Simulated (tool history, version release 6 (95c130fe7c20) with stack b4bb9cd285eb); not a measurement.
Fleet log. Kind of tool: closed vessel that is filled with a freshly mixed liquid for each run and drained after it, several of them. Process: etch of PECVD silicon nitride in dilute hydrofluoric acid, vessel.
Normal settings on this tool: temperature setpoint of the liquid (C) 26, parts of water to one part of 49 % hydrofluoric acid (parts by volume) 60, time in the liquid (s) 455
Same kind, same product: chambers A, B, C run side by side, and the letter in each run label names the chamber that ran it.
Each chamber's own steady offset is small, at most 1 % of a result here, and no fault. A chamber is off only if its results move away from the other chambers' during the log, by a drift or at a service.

run   hour  temperature setpoint of the liquid (C)  parts of water to one part of 49 % hydrofluoric acid (parts by volume)  time in the liquid (s)  hours since the thermometer was replaced  hours since the hydrofluoric acid flow meter was replaced  read-back film thickness of the PECVD silicon nitride reference wafer, read on the same gauge (nm)  thickness taken off the PECVD silicon nitride on a monitor wafer (nm)
 1A     11                                      26                                                                      60                     455                                    1805.4                                                     2127.9                                                                                              79.974                                                                 20.695
 2B   19.5                                      26                                                                      60                     455                                    1249.2                                                      486.5                                                                                              80.045                                                                 20.574
 3C   25.1                                      26                                                                      60                     455                                    1336.2                                                     1965.1                                                                                              80.016                                                                 21.029
 4A   30.6                                      26                                                                      60                     455                                      1825                                                     2147.5                                                                                              79.999                                                                 20.872
 5B   38.3                                      26                                                                      60                     560                                      1268                                                      505.3                                                                                               80.02                                                                 25.411
 6C   47.7                                      26                                                                      60                     560                                    1358.8                                                     1987.7                                                                                              79.967                                                                 25.925
 7C   59.2                                      26                                                                      60                     560                                    1370.3                                                     1999.2                                                                                               80.04                                                                 25.913
 8A   70.8                                      26                                                                      60                     455                                    1865.2                                                     2187.7                                                                                              79.982                                                                 20.646
 9B   82.5                                      26                                                                      60                     455                                    1312.2                                                      549.5                                                                                              80.015                                                                 20.644
10B   88.5                                      26                                                                      60                     455                                    1318.2                                                      555.5                                                                                              79.979                                                                 20.629
11A   97.9                                      26                                                                      60                     455                                    1892.3                                                     2214.8                                                                                              80.001                                                                 20.751
12C  108.5                                      26                                                                      60                     455                                    1419.6                                                     2048.5                                                                                              80.007                                                                 21.196
13B    117                                      26                                                                      60                     455                                    1346.7                                                        584                                                                                              79.946                                                                 20.453
14A  127.7                                      26                                                                      60                     455                                    1922.1                                                     2244.6                                                                                              79.952                                                                 20.893
15C  133.8                                      26                                                                      60                     455                                    1444.9                                                     2073.8                                                                                              80.011                                                                 21.025
16C  139.5                                      26                                                                      60                     455                                    1450.6                                                     2079.5                                                                                              80.063                                                                 21.171
17A    149                                      26                                                                      60                     455                                    1943.4                                                     2265.9                                                                                              80.029                                                                 20.823
18B  159.5                                      26                                                                      60                     455                                    1389.2                                                      626.5                                                                                              80.001                                                                 20.554
19C  168.4                                      26                                                                      60                     455                                    1479.5                                                     2108.4                                                                                              79.959                                                                 21.288
20A  175.2                                      26                                                                      60                     455                                    1969.6                                                     2292.1                                                                                              79.972                                                                 20.648
21B  185.7                                      26                                                                      60                     455                                    1415.4                                                      652.7                                                                                              79.976                                                                 20.623
22C  194.9                                      26                                                                      60                     455                                      1506                                                     2134.9                                                                                              79.991                                                                 21.358
23A  202.8                                      26                                                                      60                     455                                    1997.2                                                     2319.7                                                                                              79.988                                                                 20.784
     208.2  -- chamber C: hydrofluoric acid flow meter replaced
24B  208.7                                      24                                                                      60                     350                                    1438.4                                                      675.7                                                                                              79.975                                                                 13.831
25B  220.9                                      24                                                                      60                     350                                    1450.6                                                      687.9                                                                                                  80                                                                 13.886
26C  226.2                                      24                                                                      60                     350                                    1537.3                                                         18                                                                                              79.996                                                                 14.495
27A  236.6                                      26                                                                      60                     455                                      2031                                                     2353.5                                                                                              79.989                                                                 20.746
28C  245.2                                      26                                                                      60                     455                                    1556.3                                                         37                                                                                              79.921                                                                 21.493
29B  252.1                                      26                                                                      60                     455                                    1481.8                                                      719.1                                                                                               80.02                                                                 20.673
30A  260.6                                      26                                                                      60                     455                                      2055                                                     2377.5                                                                                              79.984                                                                 20.855
31C  271.7                                    30.5                                                                      60                     675                                    1582.8                                                       63.5                                                                                              79.971                                                                 42.746
32A  281.3                                    30.5                                                                      60                     675                                    2075.7                                                     2398.2                                                                                              79.972                                                                 41.439
33B  289.3                                    30.5                                                                      60                     675                                      1519                                                      756.3                                                                                              79.986                                                                 40.341
34C  296.1                                      26                                                                      60                     455                                    1607.2                                                       87.9                                                                                              79.967                                                                 21.764
35A  308.2                                      26                                                                      60                     455                                    2102.6                                                     2425.1                                                                                              79.973                                                                 20.867
36B    319                                      26                                                                      60                     455                                    1548.7                                                        786                                                                                              80.011                                                                  20.56
37C  324.4                                      26                                                                      60                     455                                    1635.5                                                      116.2                                                                                              80.038                                                                 21.603
38A  335.8                                      26                                                                      60                     455                                    2130.2                                                     2452.7                                                                                              79.949                                                                 20.835
39B  346.1                                    29.5                                                                      60                     320                                    1575.8                                                      813.1                                                                                              80.016                                                                 18.084
40C  357.1                                    29.5                                                                      60                     320                                    1668.2                                                      148.9                                                                                              79.933                                                                 19.327

For the next run the whole fleet of 3 chambers uses the same settings. Give each chamber's results:
41A  365.9                                      26                                                                      45                     455                                                                                                                                                                                                                                                                               ?
41B  365.9                                      26                                                                      45                     455                                                                                                                                                                                                                                                                               ?
41C  365.9                                      26                                                                      45                     455                                                                                                                                                                                                                                                                               ?

run  thickness taken off the PECVD silicon nitride on a monitor wafer (nm)
41A                                                                 27.604
41B                                                                 27.261
41C                                                                 29.194
